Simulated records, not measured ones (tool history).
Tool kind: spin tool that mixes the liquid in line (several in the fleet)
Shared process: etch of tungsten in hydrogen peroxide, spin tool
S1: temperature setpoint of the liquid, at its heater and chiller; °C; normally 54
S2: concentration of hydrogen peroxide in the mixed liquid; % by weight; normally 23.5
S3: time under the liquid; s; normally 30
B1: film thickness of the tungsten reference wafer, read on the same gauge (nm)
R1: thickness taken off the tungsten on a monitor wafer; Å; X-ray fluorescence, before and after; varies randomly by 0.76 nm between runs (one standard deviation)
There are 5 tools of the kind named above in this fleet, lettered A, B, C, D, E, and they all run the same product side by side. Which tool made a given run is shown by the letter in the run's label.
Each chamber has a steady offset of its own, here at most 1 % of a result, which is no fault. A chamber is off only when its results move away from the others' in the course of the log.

run   hour    S1    S2  S3      B1      R1
 1D    8.3    54  23.5  30  110.03  1000.2
 2C   17.6    54  23.5  30  110.01  1006.9
      26.9  -- chamber E: heated supply line repaired
 3B   30.2    54  23.5  30     110  1009.3
 4E   37.7    54  23.5  30  109.98  1014.5
 5A   49.2  47.5  19.5  30  110.02  613.59
 6A   57.2  47.5  19.5  30  109.98  617.31
 7E   68.8  47.5  19.5  30  110.01  616.31
 8B   79.2  47.5  19.5  30     110  624.43
 9C   86.9  47.5  19.5  30  109.99  618.01
10D   95.8    54  23.5  30  109.97  1002.9
11E  104.1    54  23.5  30  110.02  1017.8
12C  116.3    54  23.5  30  109.98  1011.2
13A  125.1    54  23.5  30     110   991.5
14B  131.2    54  23.5  30     110  1005.1
15D  138.1    54    28  30  110.01  1081.8
16E  149.9    54    28  30     110  1107.7
17D  155.5    54    28  30  110.04  1090.9
18B  168.1    54    28  30  109.99  1119.7
19C  179.8    54    28  30  110.02    1090
20A  185.6    54  23.5  30  110.01  1001.7
       189  -- chamber D: new drum of peroxide connected
21B  196.1    54  23.5  30  109.98    1013
22D  204.8    50  23.5  15  110.01  392.12
       214  -- chamber B: thermometer replaced
23A  214.5    50  23.5  15  110.02     398
24E  223.6    50  23.5  15  110.02  398.92
25C  235.2    50  23.5  15  109.96  388.42
     243.2  -- chamber D: heated supply line repaired
26E  245.6    50  23.5  15  109.98  394.84
27B  254.6    63  23.5  30     110  1679.8
28D  263.5    63  23.5  30  110.01  1672.9
       270  -- chamber C: peroxide flow meter replaced
29A  270.9    63  23.5  30  110.02  1705.8
30C  283.3    63  23.5  30  110.03  1649.9
31D  294.3    63  23.5  30  110.01  1708.5
32C    304    54  23.5  30  110.01  981.97
33A  313.5    54  23.5  30  109.96  1007.5
34B  321.8    54    19  30  109.97  913.84
35E  330.9    54    19  30  109.96  912.17
36E  337.5    54    19  30  109.97  910.54
37B  345.9    54    19  30     110  903.12
38C  352.1    54    19  30  110.05  884.14

One chamber off, gauge drift, or nothing amiss beyond the chambers' own small offsets? If it is a chamber, which one, and what is the likeliest cause?

One chamber, C, drifts off from the rest bit by bit.
Cause: peroxide weaker than its label (%) = 8.23.
With only this log, it may be confused with: liquid colder than its thermometer reads (K); temperature lost on the way to the wafer (K).

Which of the 4 candidates below, each the usual settings with something changed and its results left as question marks, puts chamber C back in line with what the other chambers give on the usual settings?
To be in line, a result may differ from the other chambers' mean on the usual settings by at most: R1 26 Å
39C-1  361.3  55.5  23.5  30       ?
39C-2  361.3    54    25  30       ?
39C-3  361.3  52.5  23.5  30       ?
39C-4  361.3  53.5  23.5  30       ?

The mean the other chambers reach with the usual settings: R1 1007.1 Å
  run      R1
39C-1  1067.2
39C-2  1005.4
39C-3  890.29
39C-4  945.91
It is 39C-2 that realigns the chamber with its peers.

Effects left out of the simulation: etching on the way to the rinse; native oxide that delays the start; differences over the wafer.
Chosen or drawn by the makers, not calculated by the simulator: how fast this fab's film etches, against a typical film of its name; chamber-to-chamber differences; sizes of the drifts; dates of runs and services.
